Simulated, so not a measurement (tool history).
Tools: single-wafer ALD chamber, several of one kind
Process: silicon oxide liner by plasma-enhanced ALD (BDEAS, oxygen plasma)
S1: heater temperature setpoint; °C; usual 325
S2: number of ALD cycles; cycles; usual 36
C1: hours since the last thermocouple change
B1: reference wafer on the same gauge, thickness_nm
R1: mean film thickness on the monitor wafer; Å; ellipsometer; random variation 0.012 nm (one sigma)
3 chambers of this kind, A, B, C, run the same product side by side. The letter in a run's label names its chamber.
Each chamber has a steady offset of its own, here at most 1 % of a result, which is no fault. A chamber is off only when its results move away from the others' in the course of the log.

| run | hour | S1 | S2 | C1 | B1 | R1 |
|---|---|---|---|---|---|---|
| 1C | 8.7 | 325 | 36 | 950.0 | 3.0485 | 32.088 |
| 2B | 17.5 | 325 | 36 | 849.0 | 3.0490 | 32.330 |
| 3A | 25.0 | 325 | 36 | 899.4 | 3.0487 | 32.663 |
| 4B | 38.5 | 325 | 36 | 870.0 | 3.0530 | 32.470 |
|  | 49.9 | chamber B: thermocouple changed; heater temperature recalibrated |
| 5A | 50.0 | 325 | 36 | 924.4 | 3.0501 | 32.602 |
| 6C | 63.2 | 325 | 36 | 1004.5 | 3.0500 | 32.074 |
| 7A | 78.2 | 325 | 36 | 952.6 | 3.0500 | 32.452 |
| 8C | 91.7 | 325 | 36 | 1033.0 | 3.0504 | 31.899 |
| 9B | 100.0 | 325 | 36 | 50.2 | 3.0491 | 32.346 |
| 10C | 114.5 | 325 | 36 | 1055.8 | 3.0516 | 32.202 |
| 11B | 128.7 | 325 | 36 | 78.9 | 3.0511 | 32.712 |
| 12A | 143.8 | 325 | 36 | 1018.2 | 3.0480 | 32.558 |
| 13C | 156.8 | 325 | 36 | 1098.1 | 3.0502 | 31.768 |
| 14B | 165.4 | 325 | 36 | 115.6 | 3.0502 | 32.558 |
| 15A | 180.3 | 325 | 36 | 1054.7 | 3.0515 | 32.457 |
| 16B | 188.0 | 325 | 36 | 138.2 | 3.0505 | 32.451 |
| 17C | 196.0 | 325 | 36 | 1137.3 | 3.0503 | 31.828 |
| 18A | 204.3 | 325 | 36 | 1078.7 | 3.0500 | 32.539 |
| 19B | 217.8 | 325 | 36 | 168.0 | 3.0480 | 32.336 |
| 20A | 232.1 | 325 | 36 | 1106.5 | 3.0493 | 32.571 |
| 21C | 245.3 | 325 | 39 | 1186.6 | 3.0505 | 34.604 |
| 22A | 252.9 | 325 | 39 | 1127.3 | 3.0481 | 35.096 |
| 23B | 262.7 | 325 | 39 | 212.9 | 3.0492 | 35.094 |
| 24C | 271.2 | 325 | 36 | 1212.5 | 3.0500 | 32.217 |
| 25B | 286.5 | 325 | 36 | 236.7 | 3.0493 | 32.505 |
| 26C | 301.2 | 325 | 36 | 1242.5 | 3.0487 | 32.071 |
| 27A | 313.7 | 325 | 36 | 1188.1 | 3.0480 | 32.681 |
| 28A | 321.9 | 325 | 30 | 1196.3 | 3.0465 | 27.078 |

Is one chamber off against the others, does the gauge drift, or is nothing wrong? If a chamber is off, say which, and what the likeliest cause is.

No chamber stands off beyond its own small offset, and the gauge holds steady.
